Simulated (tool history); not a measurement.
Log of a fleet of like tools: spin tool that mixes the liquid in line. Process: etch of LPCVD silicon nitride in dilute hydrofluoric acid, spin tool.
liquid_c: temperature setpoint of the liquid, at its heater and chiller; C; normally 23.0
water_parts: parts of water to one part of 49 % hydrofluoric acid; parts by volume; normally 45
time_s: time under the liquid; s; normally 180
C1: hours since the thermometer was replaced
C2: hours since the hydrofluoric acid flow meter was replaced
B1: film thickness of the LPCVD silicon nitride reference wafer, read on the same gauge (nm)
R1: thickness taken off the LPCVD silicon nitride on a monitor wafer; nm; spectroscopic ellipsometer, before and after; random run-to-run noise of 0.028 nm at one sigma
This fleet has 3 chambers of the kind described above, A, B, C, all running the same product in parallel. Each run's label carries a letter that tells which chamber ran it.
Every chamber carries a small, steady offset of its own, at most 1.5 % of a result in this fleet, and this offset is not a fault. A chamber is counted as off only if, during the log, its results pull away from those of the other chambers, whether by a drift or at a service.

Run 1C, hour 5.2: usual settings; C1 10.0; C2 1467.0; B1 80.025. Result: R1 1.7813 nm.
Run 2B, hour 14.8: usual settings; C1 1747.4; C2 353.0; B1 79.966. Result: R1 1.9148 nm.
Run 3A, hour 23.6: usual settings; C1 111.6; C2 55.8; B1 79.976. Result: R1 1.8227 nm.
Run 4C, hour 32.5: usual settings; C1 37.3; C2 1494.3; B1 80.024. Result: R1 1.8030 nm.
Run 5B, hour 40.6: usual settings; C1 1773.2; C2 378.8; B1 79.977. Result: R1 1.9184 nm.
Run 6A, hour 45.8: usual settings; C1 133.8; C2 78.0; B1 80.058. Result: R1 1.8673 nm.
Run 7B, hour 52.6: usual settings; C1 1785.2; C2 390.8; B1 79.950. Result: R1 1.8268 nm.
Run 8C, hour 60.7: usual settings; C1 65.5; C2 1522.5; B1 80.008. Result: R1 1.8488 nm.
Run 9A, hour 66.5: usual settings but time_s 245 s; C1 154.5; C2 98.7; B1 80.030. Result: R1 2.4631 nm.
Run 10C, hour 74.3: usual settings but time_s 245 s; C1 79.1; C2 1536.1; B1 79.979. Result: R1 2.5039 nm.
Run 11A, hour 82.0: usual settings but time_s 245 s; C1 170.0; C2 114.2; B1 79.973. Result: R1 2.4700 nm.
Run 12B, hour 91.8: usual settings; C1 1824.4; C2 430.0; B1 79.977. Result: R1 1.7894 nm.
Run 13A, hour 101.1: usual settings; C1 189.1; C2 133.3; B1 80.034. Result: R1 1.8291 nm.
Run 14B, hour 110.1: usual settings; C1 1842.7; C2 448.3; B1 80.010. Result: R1 1.7069 nm.
Run 15C, hour 115.1: usual settings; C1 119.9; C2 1576.9; B1 79.979. Result: R1 1.7741 nm.
Run 16A, hour 120.2: usual settings but liquid_c 26.5 C, time_s 95 s; C1 208.2; C2 152.4; B1 80.022. Result: R1 1.2010 nm.
Run 17B, hour 126.2: usual settings but liquid_c 26.5 C, time_s 95 s; C1 1858.8; C2 464.4; B1 79.964. Result: R1 1.1356 nm.
Run 18C, hour 131.4: usual settings but liquid_c 26.5 C, time_s 95 s; C1 136.2; C2 1593.2; B1 80.012. Result: R1 1.2193 nm.
Run 19B, hour 139.1: usual settings; C1 1871.7; C2 477.3; B1 80.011. Result: R1 1.6351 nm.
Run 20A, hour 147.6: usual settings; C1 235.6; C2 179.8; B1 79.997. Result: R1 1.8373 nm.
Run 21C, hour 152.4: usual settings; C1 157.2; C2 1614.2; B1 80.014. Result: R1 1.7972 nm.
Run 22C, hour 157.7: usual settings but liquid_c 25.0 C; C1 162.5; C2 1619.5; B1 80.069. Result: R1 2.1177 nm.
Run 23B, hour 167.4: usual settings but liquid_c 25.0 C; C1 1900.0; C2 505.6; B1 79.986. Result: R1 1.8171 nm.
Run 24A, hour 174.5: usual settings but liquid_c 25.0 C; C1 262.5; C2 206.7; B1 80.003. Result: R1 2.0921 nm.
Run 25C, hour 183.2: usual settings but water_parts 60 parts by volume; C1 188.0; C2 1645.0; B1 79.961. Result: R1 1.3430 nm.

Is one chamber off against the others, does the gauge drift, or is nothing wrong? If a chamber is off, say which, and what the likeliest cause is.

It is chamber B that slowly wanders off from its peers.
Cause: liquid colder than its thermometer reads (K) = 2.47.

Here are 4 candidates for chamber B's next run, each the usual settings with a change, their results left as question marks. Which one brings its results back in line with what the others give on the usual settings?
Allowed miss from the other chambers' usual-settings mean, per result, to count as in line: R1 0.0970 nm
Run 26B-1, hour 190.8: usual settings but liquid_c 22.5 C, time_s 160 s. Result: R1 ?.
Run 26B-2, hour 190.8: usual settings but liquid_c 22.0 C, time_s 145 s. Result: R1 ?.
Run 26B-3, hour 190.8: usual settings but liquid_c 23.5 C, water_parts 40 parts by volume. Result: R1 ?.
Run 26B-4, hour 190.8: usual settings but time_s 240 s. Result: R1 ?.

Usual-settings mean across the other chambers: R1 1.8243 nm
  run      R1
26B-1  1.3332
26B-2  1.1676
26B-3  1.8053
26B-4  2.0705
26B-3 puts the chamber back in line with the other chambers.
